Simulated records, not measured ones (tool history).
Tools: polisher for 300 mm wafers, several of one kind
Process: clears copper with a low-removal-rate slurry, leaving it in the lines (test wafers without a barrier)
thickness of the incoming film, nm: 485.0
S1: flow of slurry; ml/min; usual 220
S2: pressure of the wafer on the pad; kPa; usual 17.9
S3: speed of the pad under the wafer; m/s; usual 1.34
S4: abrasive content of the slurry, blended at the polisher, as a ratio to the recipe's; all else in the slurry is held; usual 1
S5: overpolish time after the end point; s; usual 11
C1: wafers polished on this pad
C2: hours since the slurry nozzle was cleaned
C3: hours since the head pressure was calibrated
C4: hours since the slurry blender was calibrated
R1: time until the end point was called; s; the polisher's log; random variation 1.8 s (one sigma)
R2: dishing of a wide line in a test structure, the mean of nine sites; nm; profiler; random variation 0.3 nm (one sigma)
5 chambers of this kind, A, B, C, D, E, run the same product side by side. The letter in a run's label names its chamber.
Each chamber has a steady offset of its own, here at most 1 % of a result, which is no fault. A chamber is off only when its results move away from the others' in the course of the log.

run	day	S1	S2	S3	S4	S5	C1	C2	C3	C4	R1	R2
1C	0.383	220	17.9	1.34	1	11	232	336.9	1078.3	67	116.79	22.189
2D	0.712	220	17.9	1.34	1	11	1380	596.6	1109.2	58.1	116.59	21.878
# day 0.925: chamber D: worn pad replaced by a new one
3A	1.062	220	17.9	1.34	1	11	783	168.4	637.1	254.8	112.87	22.287
# day 1.204: chamber E: worn pad replaced by a new one
4B	1.308	220	17.9	1.34	1	11	568	610.7	269.3	287.9	114.82	22.088
5E	1.479	220	17.9	1.34	1	11	47	279.8	197.1	46	114.08	22.309
6E	1.742	220	17.9	1.34	1	11	91	286.1	203.4	52.3	112.92	21.755
# day 1.896: chamber A: worn pad replaced by a new one
7D	1.917	220	17.9	1.34	1	11	169	625.5	1138.1	87	113.36	22.178
# day 1.979: chamber D: head pressure recalibrated
# day 2.108: chamber A: slurry nozzle cleaned
# day 2.2: chamber B: slurry blender recalibrated
8C	2.292	220	17.9	1.34	1	11	557	382.7	1124.1	112.8	115.35	22.353
9A	2.475	220	17.9	1.34	1	11	98	8.8	671	288.7	115.26	22.043
10B	2.662	220	17.9	1.34	1	11	799	643.2	301.8	11.2	111.99	22.347
11A	2.921	220	17.9	1.34	1	8	174	19.5	681.7	299.4	112.88	19.008
# day 3.112: chamber B: slurry nozzle cleaned
12B	3.304	220	17.9	1.34	1	8	908	4.6	317.2	26.6	112.57	18.366
13D	3.571	220	17.9	1.34	1	8	451	665.2	38.2	126.7	112.23	18.355
14E	3.892	220	17.9	1.34	1	8	458	337.7	255	103.9	112.89	17.977
15C	4.112	220	17.9	1.34	1	8	867	426.4	1167.8	156.5	114.57	18.272
# day 4.317: chamber B: worn pad replaced by a new one
16A	4.35	220	17.9	1.34	1	11	418	53.8	716	333.7	115.67	21.947
17D	4.588	220	17.9	1.34	1	11	624	689.6	62.6	151.1	114.11	22.051
18B	4.8	220	17.9	1.34	1	11	82	40.5	353.1	62.5	112.5	22.074
19C	5.071	220	17.9	1.34	1	11	1030	449.4	1190.8	179.5	116.04	21.574
20E	5.45	290	17.9	0.92	1	11	723	375.1	292.4	141.3	156.38	18.183
# day 5.467: chamber D: slurry nozzle cleaned
21A	5.712	290	17.9	0.92	1	11	650	86.5	748.7	366.4	161.14	17.824
22E	5.938	290	17.9	0.92	1	11	806	386.8	304.1	153	156.69	17.752
# day 6.083: chamber C: worn pad replaced by a new one
23D	6.246	290	17.9	0.92	1	11	907	18.7	102.4	190.9	158.36	18.125
24C	6.462	290	17.9	0.92	1	11	64	482.8	1224.2	212.9	165.84	17.844
# day 6.55: chamber A: slurry blender recalibrated
25B	6.838	220	17.9	1.34	1	11	429	89.4	402	111.4	112.94	22.132
26B	7.196	220	17.9	1.34	1	11	490	98	410.6	120	112.9	21.752
27E	7.521	220	17.9	1.34	1	11	1076	424.8	342.1	191	113.51	22.152
# day 7.571: chamber A: worn pad replaced by a new one
28D	7.717	220	17.9	1.34	1	11	1157	54	137.7	226.2	111.12	21.617
29A	8.088	220	17.9	1.34	1	11	88	143.5	805.7	36.9	115.05	21.648
30C	8.329	220	17.9	1.34	1	11	382	527.6	1269	257.7	111	21.75

Is one chamber off against the others, does the gauge drift, or is nothing wrong? If a chamber is off, say which, and what the likeliest cause is.

No chamber stands off beyond its own small offset, and the gauge holds steady.
